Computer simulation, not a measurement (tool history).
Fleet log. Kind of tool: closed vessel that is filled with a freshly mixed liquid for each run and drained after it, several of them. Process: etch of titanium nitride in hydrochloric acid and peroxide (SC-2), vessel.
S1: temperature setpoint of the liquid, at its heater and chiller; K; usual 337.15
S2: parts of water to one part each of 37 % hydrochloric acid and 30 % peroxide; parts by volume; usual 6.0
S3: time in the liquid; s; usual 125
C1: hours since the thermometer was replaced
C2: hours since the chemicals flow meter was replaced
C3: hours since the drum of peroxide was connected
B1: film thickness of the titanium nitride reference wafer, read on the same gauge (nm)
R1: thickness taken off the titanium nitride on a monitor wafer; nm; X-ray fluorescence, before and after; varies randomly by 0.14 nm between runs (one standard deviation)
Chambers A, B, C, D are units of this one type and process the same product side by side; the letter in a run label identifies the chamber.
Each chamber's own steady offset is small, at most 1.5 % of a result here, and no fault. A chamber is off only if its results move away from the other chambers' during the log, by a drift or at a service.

run	hour	S1	S2	S3	C1	C2	C3	B1	R1
1A	12.8	337.15	6.0	125	980.7	172.9	136.5	29.990	15.558
2D	22.6	337.15	6.0	125	2246.1	838.1	223.4	29.994	15.528
3B	33.7	337.15	6.0	125	345.5	1410.9	62.6	30.022	15.788
4C	44.4	337.15	6.0	125	683.3	390.3	871.8	29.996	15.706
# hour 46.7: chamber C: new drum of peroxide connected
5C	55.0	337.15	6.0	125	693.9	400.9	8.3	30.022	15.668
6D	61.0	337.15	6.0	125	2284.5	876.5	261.8	30.010	15.427
7B	71.9	337.15	6.0	125	383.7	1449.1	100.8	29.971	15.549
# hour 73.7: chamber D: new drum of peroxide connected
8A	82.2	337.15	6.0	125	1050.1	242.3	205.9	30.012	15.345
9B	88.3	337.15	6.0	125	400.1	1465.5	117.2	29.982	15.318
10C	100.2	337.15	8.5	125	739.1	446.1	53.5	29.990	12.024
11D	107.8	337.15	8.5	125	2331.3	923.3	34.1	29.994	11.819
12A	117.1	337.15	8.5	125	1085.0	277.2	240.8	30.023	11.873
13A	127.6	337.15	8.5	125	1095.5	287.7	251.3	30.020	11.898
14D	136.1	337.15	6.0	125	2359.6	951.6	62.4	29.980	15.534
15B	143.4	337.15	6.0	165	455.2	1520.6	172.3	29.966	20.287
16C	155.4	337.15	6.0	165	794.3	501.3	108.7	30.029	20.487
# hour 164.2: chamber A: new drum of peroxide connected
17C	167.0	337.15	6.0	165	805.9	512.9	120.3	30.010	20.248
# hour 172.5: chamber C: chemicals flow meter replaced
18D	176.6	337.15	6.0	165	2400.1	992.1	102.9	29.989	20.240
# hour 187.5: chamber A: thermometer replaced
19B	189.2	337.15	6.0	125	501.0	1566.4	218.1	30.003	15.103
20A	197.2	344.15	5.0	125	9.7	357.3	33.1	30.007	27.078
21C	207.8	344.15	5.0	125	846.7	35.3	161.1	29.997	27.145
22B	217.2	344.15	5.0	125	529.0	1594.4	246.1	30.024	26.321
23D	227.9	344.15	5.0	125	2451.4	1043.4	154.2	29.968	27.076
24A	240.7	337.15	7.5	100	53.2	400.8	76.6	30.006	10.321
25A	249.4	337.15	7.5	100	61.9	409.5	85.3	30.013	10.478
26B	255.9	337.15	7.5	100	567.7	1633.1	284.8	30.017	10.074
27C	266.0	337.15	7.5	100	904.9	93.5	219.3	29.991	10.542
# hour 278.5: chamber D: chemicals flow meter replaced
28D	278.8	337.15	6.0	125	2502.3	0.3	205.1	29.992	15.654
29B	284.8	337.15	6.0	125	596.6	1662.0	313.7	30.006	14.990
30C	291.4	337.15	6.0	125	930.3	118.9	244.7	30.018	15.832
31A	302.6	337.15	6.0	125	115.1	462.7	138.5	29.989	15.455
32D	310.6	337.15	6.0	125	2534.1	32.1	236.9	30.021	15.543
33B	318.6	337.15	6.0	105	630.4	1695.8	347.5	29.977	12.342
34D	328.0	337.15	6.0	105	2551.5	49.5	254.3	29.969	12.989
35C	338.7	337.15	6.0	105	977.6	166.2	292.0	30.003	13.242
36A	348.1	337.15	6.0	105	160.6	508.2	184.0	29.990	13.249
37B	354.8	337.15	6.0	125	666.6	1732.0	383.7	29.997	14.672
# hour 359.1: chamber D: thermometer replaced
38A	363.1	337.15	6.0	125	175.6	523.2	199.0	29.979	15.542
39D	369.2	337.15	6.0	125	10.2	90.7	295.5	30.021	15.436
40C	380.2	337.15	6.0	125	1019.1	207.7	333.5	29.977	15.840
41A	390.7	337.15	6.0	125	203.2	550.8	226.6	30.027	15.405

Has any chamber moved away from the others, gradually or after a service, or does the common gauge drift, or do the chambers differ only by their own small steady offsets? State the chamber and the most likely cause if one applies.

Chamber B drifts away from the others.
Most likely cause: liquid colder than its thermometer reads (K) = 1.28.
The log may not tell that from: chemicals flow below the setpoint (%); peroxide weaker than its label (%).

Below are 4 candidate recipes for chamber B's next run, each the usual settings with a change, their results shown as question marks. Which of them brings B's results back in line with what the other chambers give on the usual settings?
Allowed miss from the other chambers' usual-settings mean, per result, to count as in line: R1 0.500 nm
42B-1	399.9	337.15	6.0	115					?
42B-2	399.9	337.15	5.0	125					?
42B-3	399.9	337.15	6.0	110					?
42B-4	399.9	337.65	6.0	130					?

On the usual settings, the other chambers give on average: R1 15.576 nm
run	R1
42B-1	13.389
42B-2	16.676
42B-3	12.807
42B-4	15.609
Change 42B-4 lands the chamber within the allowed miss of the other chambers.
